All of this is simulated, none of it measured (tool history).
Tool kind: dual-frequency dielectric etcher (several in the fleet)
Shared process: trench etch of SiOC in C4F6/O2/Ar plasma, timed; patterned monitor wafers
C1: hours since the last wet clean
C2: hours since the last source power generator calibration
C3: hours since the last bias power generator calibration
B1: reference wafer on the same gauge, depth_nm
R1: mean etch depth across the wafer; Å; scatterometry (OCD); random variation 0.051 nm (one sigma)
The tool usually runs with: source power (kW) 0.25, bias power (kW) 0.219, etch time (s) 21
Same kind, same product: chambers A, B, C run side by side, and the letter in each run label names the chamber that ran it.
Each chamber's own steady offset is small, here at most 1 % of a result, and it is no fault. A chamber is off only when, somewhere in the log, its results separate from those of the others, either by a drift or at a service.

Run 1B, day 0.279: usual settings; C1 340.9; C2 1291.5; C3 984.2; B1 32.49. Result: R1 389.13 Å.
Run 2C, day 0.467: usual settings; C1 56.3; C2 806.6; C3 1575.6; B1 32.49. Result: R1 386.67 Å.
Run 3A, day 0.817: usual settings; C1 304.7; C2 803.5; C3 573.2; B1 32.488. Result: R1 391.22 Å.
Run 4C, day 1.15: usual settings; C1 72.7; C2 823; C3 1592; B1 32.484. Result: R1 386.68 Å.
Run 5B, day 1.375: usual settings; C1 367.2; C2 1317.8; C3 1010.5; B1 32.481. Result: R1 389.25 Å.
Run 6A, day 1.771: usual settings; C1 327.6; C2 826.4; C3 596.1; B1 32.478. Result: R1 390.86 Å.
Run 7C, day 2.104: usual settings but source power (kW) 0.3, etch time (s) 18; C1 95.6; C2 845.9; C3 1614.9; B1 32.462. Result: R1 354.57 Å.
Run 8A, day 2.312: usual settings but source power (kW) 0.3, etch time (s) 18; C1 340.6; C2 839.4; C3 609.1; B1 32.464. Result: R1 359.4 Å.
Run 9B, day 2.554: usual settings but source power (kW) 0.3, etch time (s) 18; C1 395.5; C2 1346.1; C3 1038.8; B1 32.455. Result: R1 356.39 Å.
Run 10A, day 2.958: usual settings; C1 356.1; C2 854.9; C3 624.6; B1 32.452. Result: R1 391.15 Å.
Run 11C, day 3.354: usual settings; C1 125.6; C2 875.9; C3 1644.9; B1 32.447. Result: R1 385.57 Å.
Run 12B, day 3.579: usual settings; C1 420.1; C2 1370.7; C3 1063.4; B1 32.435. Result: R1 389.42 Å.
Run 13B, day 3.862: usual settings; C1 426.9; C2 1377.5; C3 1070.2; B1 32.448. Result: R1 389.04 Å.
Run 14A, day 4.258: usual settings; C1 387.3; C2 886.1; C3 655.8; B1 32.441. Result: R1 390.65 Å.
Run 15C, day 4.542: usual settings; C1 154.1; C2 904.4; C3 1673.4; B1 32.429. Result: R1 385.66 Å.
Run 16B, day 4.858: usual settings; C1 450.8; C2 1401.4; C3 1094.1; B1 32.429. Result: R1 388.91 Å.
Run 17A, day 5.054: usual settings but source power (kW) 0.28, bias power (kW) 0.2; C1 406.4; C2 905.2; C3 674.9; B1 32.429. Result: R1 395.53 Å.
Run 18C, day 5.338: usual settings but source power (kW) 0.28, bias power (kW) 0.2; C1 173.2; C2 923.5; C3 1692.5; B1 32.417. Result: R1 390.99 Å.
Run 19C, day 5.708: usual settings but source power (kW) 0.28, bias power (kW) 0.2; C1 182.1; C2 932.4; C3 1701.4; B1 32.41. Result: R1 389.98 Å.
Run 20A, day 6.029: usual settings; C1 429.8; C2 928.6; C3 698.3; B1 32.418. Result: R1 389.86 Å.
Run 21B, day 6.279: usual settings; C1 484.9; C2 1435.5; C3 1128.2; B1 32.405. Result: R1 388.24 Å.
Run 22A, day 6.646: usual settings; C1 444.6; C2 943.4; C3 713.1; B1 32.386. Result: R1 389.03 Å.
Run 23B, day 6.996: usual settings; C1 502.1; C2 1452.7; C3 1145.4; B1 32.384. Result: R1 387.46 Å.
Run 24C, day 7.2: usual settings; C1 217.9; C2 968.2; C3 1737.2; B1 32.381. Result: R1 385.06 Å.
Run 25B, day 7.475: usual settings; C1 513.6; C2 1464.2; C3 1156.9; B1 32.385. Result: R1 387.31 Å.
Run 26C, day 7.75: usual settings; C1 231.1; C2 981.4; C3 1750.4; B1 32.378. Result: R1 385.24 Å.
Run 27A, day 8.112: usual settings; C1 479.8; C2 978.6; C3 748.3; B1 32.381. Result: R1 391.03 Å.
Run 28A, day 8.371: usual settings; C1 486; C2 984.8; C3 754.5; B1 32.375. Result: R1 389.55 Å.
Run 29B, day 8.646: usual settings; C1 541.7; C2 1492.3; C3 1185; B1 32.378. Result: R1 388.24 Å.
Run 30C, day 9.062: usual settings; C1 262.6; C2 1012.9; C3 1781.9; B1 32.374. Result: R1 385 Å.
Run 31C, day 9.246: usual settings but source power (kW) 0.23, etch time (s) 16.5; C1 267; C2 1017.3; C3 1786.3; B1 32.354. Result: R1 293.12 Å.
Run 32B, day 9.617: usual settings but source power (kW) 0.23, etch time (s) 16.5; C1 565; C2 1515.6; C3 1208.3; B1 32.345. Result: R1 294.86 Å.
Run 33A, day 9.904: usual settings but source power (kW) 0.23, etch time (s) 16.5; C1 522.8; C2 1021.6; C3 791.3; B1 32.345. Result: R1 296.15 Å.
Run 34B, day 10.3: usual settings; C1 581.4; C2 1532; C3 1224.7; B1 32.345. Result: R1 387.69 Å.
Run 35C, day 10.588: usual settings; C1 299.2; C2 1049.5; C3 1818.5; B1 32.34. Result: R1 385.16 Å.
Run 36A, day 10.812: usual settings; C1 544.6; C2 1043.4; C3 813.1; B1 32.337. Result: R1 389.72 Å.
Run 37C, day 10.992: usual settings; C1 308.9; C2 1059.2; C3 1828.2; B1 32.326. Result: R1 384.48 Å.

Decide between three cases: one chamber stands off from its peers, the gauge reading all wafers drifts, or nothing is wrong past each chamber's small offset. Where a chamber is off, say which and what most likely put it there.

None of the chambers is off. What moves is the gauge, dragging all their readings along together.
Likeliest cause: gauge reads low (%) = 0.536.
